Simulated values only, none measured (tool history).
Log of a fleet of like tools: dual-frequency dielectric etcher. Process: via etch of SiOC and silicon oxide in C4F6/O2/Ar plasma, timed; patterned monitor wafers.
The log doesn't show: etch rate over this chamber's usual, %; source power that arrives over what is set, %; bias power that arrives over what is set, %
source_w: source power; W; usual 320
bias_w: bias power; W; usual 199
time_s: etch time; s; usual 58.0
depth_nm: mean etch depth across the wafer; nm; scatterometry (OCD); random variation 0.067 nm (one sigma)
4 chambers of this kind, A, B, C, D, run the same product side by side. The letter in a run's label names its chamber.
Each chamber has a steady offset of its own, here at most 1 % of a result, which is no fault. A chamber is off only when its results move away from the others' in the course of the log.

run     day  source_w  bias_w  time_s  hours since the last wet clean  hours since the last source power generator calibration  hours since the last bias power generator calibration  read-back reference wafer on the same gauge, depth_nm  depth_nm
 1C   0.483       320     199    58.0                            69.8                                                   1037.5                                                  915.2                                                 61.569    61.476
 2B   0.738       320     199    58.0                           142.0                                                   2515.5                                                 1801.1                                                 61.567    62.413
 3A   1.250       320     199    58.0                            42.6                                                   3572.8                                                 1185.0                                                 61.570    61.838
 4D   1.642       320     199    58.0                           316.2                                                   3049.9                                                 2870.2                                                 61.571    62.076
 5D   2.025       320     199    58.0                           325.4                                                   3059.1                                                 2879.4                                                 61.553    62.177
 6C   2.388       320     199    58.0                           115.5                                                   1083.2                                                  960.9                                                 61.560    61.530
 7A   2.679       320     199    58.0                            76.9                                                   3607.1                                                 1219.3                                                 61.546    61.828
 8B   3.079       320     199    58.0                           198.2                                                   2571.7                                                 1857.3                                                 61.532    62.386
 9A   3.396       320     199    58.0                            94.1                                                   3624.3                                                 1236.5                                                 61.530    61.770
      3.433  -- chamber A: source power generator calibrated
10D   3.712       320     199    58.0                           365.9                                                   3099.6                                                 2919.9                                                 61.512    61.976
      3.912  -- chamber D: wet clean of the chamber
11C   3.979       320     199    58.0                           153.7                                                   1121.4                                                  999.1                                                 61.506    61.552
12B   4.417       320     199    58.0                           230.3                                                   2603.8                                                 1889.4                                                 61.508    62.438
13A   4.808       320     199    58.0                           128.0                                                     33.0                                                 1270.4                                                 61.492    61.900
14C   5.246       320     199    58.0                           184.1                                                   1151.8                                                 1029.5                                                 61.476    61.476
15B   5.692       320     232    68.5                           260.9                                                   2634.4                                                 1920.0                                                 61.478    77.512
16D   6.008       320     232    68.5                            50.4                                                   3154.7                                                 2975.0                                                 61.462    77.070
17A   6.342       320     232    68.5                           164.8                                                     69.8                                                 1307.2                                                 61.460    76.917
18D   6.662       320     232    68.5                            66.1                                                   3170.4                                                 2990.7                                                 61.460    77.193
19C   6.938       320     199    58.0                           224.7                                                   1192.4                                                 1070.1                                                 61.436    61.384
20B   7.417       320     199    58.0                           302.3                                                   2675.8                                                 1961.4                                                 61.438    62.180
21D   7.771       320     199    58.0                            92.7                                                   3197.0                                                 3017.3                                                 61.412    61.880
22C   8.100       320     240    46.5                           252.6                                                   1220.3                                                 1098.0                                                 61.428    52.301
      8.129  -- chamber D: bias power generator calibrated
23B   8.467       320     240    46.5                           327.5                                                   2701.0                                                 1986.6                                                 61.419    53.145
24A   8.700       320     240    46.5                           221.4                                                    126.4                                                 1363.8                                                 61.417    52.755
25D   9.079       320     240    46.5                           124.1                                                   3228.4                                                   22.9                                                 61.405    52.961
26A   9.438       320     199    58.0                           239.1                                                    144.1                                                 1381.5                                                 61.384    61.732
27B   9.867       320     199    58.0                           361.1                                                   2734.6                                                 2020.2                                                 61.381    62.311
28C  10.321       320     199    58.0                           305.9                                                   1273.6                                                 1151.3                                                 61.372    61.233
29D  10.588       320     216    66.0                           160.3                                                   3264.6                                                   59.1                                                 61.353    72.496
30C  10.958       320     216    66.0                           321.2                                                   1288.9                                                 1166.6                                                 61.362    71.726
31A  11.333       320     216    66.0                           284.6                                                    189.6                                                 1427.0                                                 61.355    72.240
32B  11.746       320     216    66.0                           406.2                                                   2779.7                                                 2065.3                                                 61.343    72.817
33B  12.021       320     199    58.0                           412.8                                                   2786.3                                                 2071.9                                                 61.341    62.199

Next, every chamber runs the same settings. What will each give?
34A  12.396       320     199    52.0                                                                                                                                                                                                                ?
34B  12.396       320     199    52.0                                                                                                                                                                                                                ?
34C  12.396       320     199    52.0                                                                                                                                                                                                                ?
34D  12.396       320     199    52.0                                                                                                                                                                                                                ?

run  depth_nm
34A    55.285
34B    55.751
34C    54.850
34D    55.572

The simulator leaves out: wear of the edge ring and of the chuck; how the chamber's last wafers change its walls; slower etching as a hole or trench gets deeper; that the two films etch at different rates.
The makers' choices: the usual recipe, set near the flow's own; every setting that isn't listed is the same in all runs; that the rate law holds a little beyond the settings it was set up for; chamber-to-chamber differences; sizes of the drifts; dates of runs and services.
